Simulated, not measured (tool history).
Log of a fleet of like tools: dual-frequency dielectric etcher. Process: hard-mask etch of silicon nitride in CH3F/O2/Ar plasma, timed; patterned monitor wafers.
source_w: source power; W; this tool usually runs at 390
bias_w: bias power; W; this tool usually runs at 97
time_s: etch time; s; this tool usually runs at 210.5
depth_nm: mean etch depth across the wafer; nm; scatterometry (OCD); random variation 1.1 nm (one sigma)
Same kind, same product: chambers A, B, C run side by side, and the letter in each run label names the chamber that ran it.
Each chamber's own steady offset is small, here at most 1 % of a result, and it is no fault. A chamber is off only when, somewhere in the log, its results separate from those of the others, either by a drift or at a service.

run	day	source_w	bias_w	time_s	hours since the last wet clean	hours since the last source power generator calibration	hours since the last bias power generator calibration	read-back reference wafer on the same gauge, depth_nm	depth_nm
1B	0.275	390	97	210.5	345.2	2500.2	1981.3	144.85	162.56
2A	0.467	390	97	210.5	330.1	1916.2	443	145.19	160.22
3C	0.838	390	97	210.5	287.5	233.5	720.9	145.03	163.58
4C	1.171	390	97	210.5	295.5	241.5	728.9	144.79	162.63
# day 1.25: chamber B: wet clean of the chamber
5A	1.442	390	97	210.5	353.5	1939.6	466.4	145.07	161.4
6B	1.712	390	97	210.5	11.1	2534.7	2015.8	145.02	162.75
7A	1.933	390	97	210.5	365.3	1951.4	478.2	144.94	159.52
8C	2.188	470	97	258.5	319.9	265.9	753.3	144.98	215.77
# day 2.258: chamber C: wet clean of the chamber
9B	2.429	470	97	258.5	28.3	2551.9	2033	145.18	217.91
10A	2.683	470	97	258.5	383.3	1969.4	496.2	145.19	211.45
11C	2.983	390	97	210.5	17.5	285	772.4	145.03	170.89
12B	3.192	390	97	210.5	46.6	2570.2	2051.3	145.09	163.37
13A	3.425	390	97	210.5	401.1	1987.2	514	144.75	160.87
14B	3.617	390	97	210.5	56.8	2580.4	2061.5	145.32	164.37
15C	4.004	390	97	210.5	42	309.5	796.9	144.91	171.54
16A	4.246	390	97	210.5	420.8	2006.9	533.7	144.84	161.37
17C	4.608	390	97	210.5	56.5	324	811.4	144.92	171.85
18B	4.875	390	97	210.5	87	2610.6	2091.7	144.97	163.33
19B	5.096	390	97	210.5	92.3	2615.9	2097	145.02	162.99
20C	5.371	430	97	272	74.8	342.3	829.7	144.83	231.06
21A	5.708	430	97	272	455.9	2042	568.8	144.76	213.51
22B	5.958	430	97	272	113	2636.6	2117.7	145.3	217.82
23A	6.154	390	97	210.5	466.6	2052.7	579.5	145.24	161.99
24C	6.358	390	97	210.5	98.5	366	853.4	144.76	171.77
25A	6.571	390	97	210.5	476.6	2062.7	589.5	145.19	160.33
26B	6.767	390	97	210.5	132.4	2656	2137.1	144.92	163.24

Next, all 3 chambers run the settings below, one line each with question marks for the results. What does each chamber give?
27A	7.058	390	97	188					?
27B	7.058	390	97	188					?
27C	7.058	390	97	188					?

run	depth_nm
27A	142.95
27B	147.04
27C	152.23

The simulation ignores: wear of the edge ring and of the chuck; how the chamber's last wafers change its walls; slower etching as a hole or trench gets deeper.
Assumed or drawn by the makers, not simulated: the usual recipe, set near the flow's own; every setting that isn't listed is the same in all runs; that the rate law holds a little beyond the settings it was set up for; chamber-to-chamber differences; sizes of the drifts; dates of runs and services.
